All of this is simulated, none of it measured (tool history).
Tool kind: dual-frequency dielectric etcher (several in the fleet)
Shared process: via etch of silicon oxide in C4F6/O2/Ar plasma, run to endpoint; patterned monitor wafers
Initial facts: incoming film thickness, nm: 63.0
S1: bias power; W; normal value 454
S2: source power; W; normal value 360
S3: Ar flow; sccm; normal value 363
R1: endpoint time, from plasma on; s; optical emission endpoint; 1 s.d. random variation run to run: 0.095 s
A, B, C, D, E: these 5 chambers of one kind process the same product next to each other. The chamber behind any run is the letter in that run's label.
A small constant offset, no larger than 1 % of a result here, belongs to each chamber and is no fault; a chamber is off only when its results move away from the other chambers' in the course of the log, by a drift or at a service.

Run 1A, hour 10.3: usual settings. Result: R1 15.460 s.
Run 2E, hour 20.9: usual settings. Result: R1 15.462 s.
Run 3B, hour 29.2: usual settings. Result: R1 15.445 s.
Run 4D, hour 37.7: usual settings. Result: R1 15.166 s.
Run 5C, hour 47.7: usual settings. Result: R1 15.323 s.
At hour 51.9: chamber C: wet clean of the chamber.
Run 6A, hour 60.9: usual settings but S1 350 W. Result: R1 17.113 s.
Run 7B, hour 68.3: usual settings but S1 350 W. Result: R1 16.882 s.
Run 8C, hour 75.2: usual settings but S1 350 W. Result: R1 16.881 s.
Run 9D, hour 84.7: usual settings but S1 350 W. Result: R1 16.636 s.
Run 10E, hour 91.4: usual settings but S1 350 W. Result: R1 16.909 s.
Run 11A, hour 99.2: usual settings. Result: R1 15.323 s.
Run 12C, hour 107.4: usual settings but S1 536 W. Result: R1 14.320 s.
At hour 107.9: chamber A: wet clean of the chamber.
At hour 108.5: chamber D: wet clean of the chamber.
Run 13B, hour 119.3: usual settings but S1 536 W. Result: R1 14.429 s.
Run 14E, hour 131.8: usual settings but S1 536 W. Result: R1 14.618 s.
Run 15D, hour 140.6: usual settings but S1 536 W. Result: R1 14.073 s.
Run 16E, hour 148.0: usual settings but S1 536 W. Result: R1 14.556 s.
Run 17D, hour 160.2: usual settings. Result: R1 15.306 s.
Run 18B, hour 172.2: usual settings. Result: R1 15.248 s.
Run 19C, hour 184.4: usual settings but S3 335 sccm. Result: R1 15.151 s.
Run 20A, hour 197.4: usual settings but S3 335 sccm. Result: R1 15.191 s.
Run 21B, hour 209.5: usual settings but S3 335 sccm. Result: R1 15.315 s.
Run 22A, hour 222.3: usual settings but S3 335 sccm. Result: R1 15.083 s.
Run 23D, hour 232.2: usual settings but S3 335 sccm. Result: R1 14.917 s.
Run 24C, hour 239.9: usual settings. Result: R1 15.404 s.
Run 25E, hour 247.4: usual settings. Result: R1 15.840 s.
Run 26B, hour 261.3: usual settings. Result: R1 15.426 s.
Run 27A, hour 269.3: usual settings. Result: R1 15.357 s.
Run 28E, hour 277.5: usual settings. Result: R1 16.109 s.
At hour 289.0: chamber A: Ar flow controller replaced.
Run 29C, hour 289.6: usual settings. Result: R1 15.361 s.
At hour 294.0: chamber C: bias power generator calibrated.
At hour 294.8: chamber E: source power generator calibrated.
At hour 296.4: chamber A: source power generator calibrated.
Run 30D, hour 298.3: usual settings. Result: R1 15.255 s.
Run 31C, hour 310.0: usual settings. Result: R1 15.273 s.
Run 32D, hour 317.2: usual settings. Result: R1 15.233 s.
Run 33A, hour 326.8: usual settings. Result: R1 15.548 s.
Run 34E, hour 337.4: usual settings. Result: R1 16.055 s.

One chamber off, gauge drift, or nothing amiss beyond the chambers' own small offsets? If it is a chamber, which one, and what is the likeliest cause?

Chamber E drifts away from the others.
Cause: etch rate under this chamber's usual, % = 5.28.

Below are 4 candidate recipes for chamber E's next run, each the usual settings with a change, their results shown as question marks. Which of them brings E's results back in line with what the other chambers give on the usual settings?
Counts as in line when no further than this from what the other chambers average on the usual settings: R1 0.330 s
Run 35E-1, hour 348.0: usual settings but S1 392 W, S3 378 sccm. Result: R1 ?.
Run 35E-2, hour 348.0: usual settings but S1 522 W. Result: R1 ?.
Run 35E-3, hour 348.0: usual settings but S1 464 W, S2 370 W, S3 361 sccm. Result: R1 ?.
Run 35E-4, hour 348.0: usual settings but S3 417 sccm. Result: R1 ?.

What the other chambers average on the usual settings: R1 15.329 s
  run      R1
35E-1  17.207
35E-2  15.411
35E-3  15.936
35E-4  16.484
Change 35E-2 lands the chamber within the allowed miss of the other chambers.
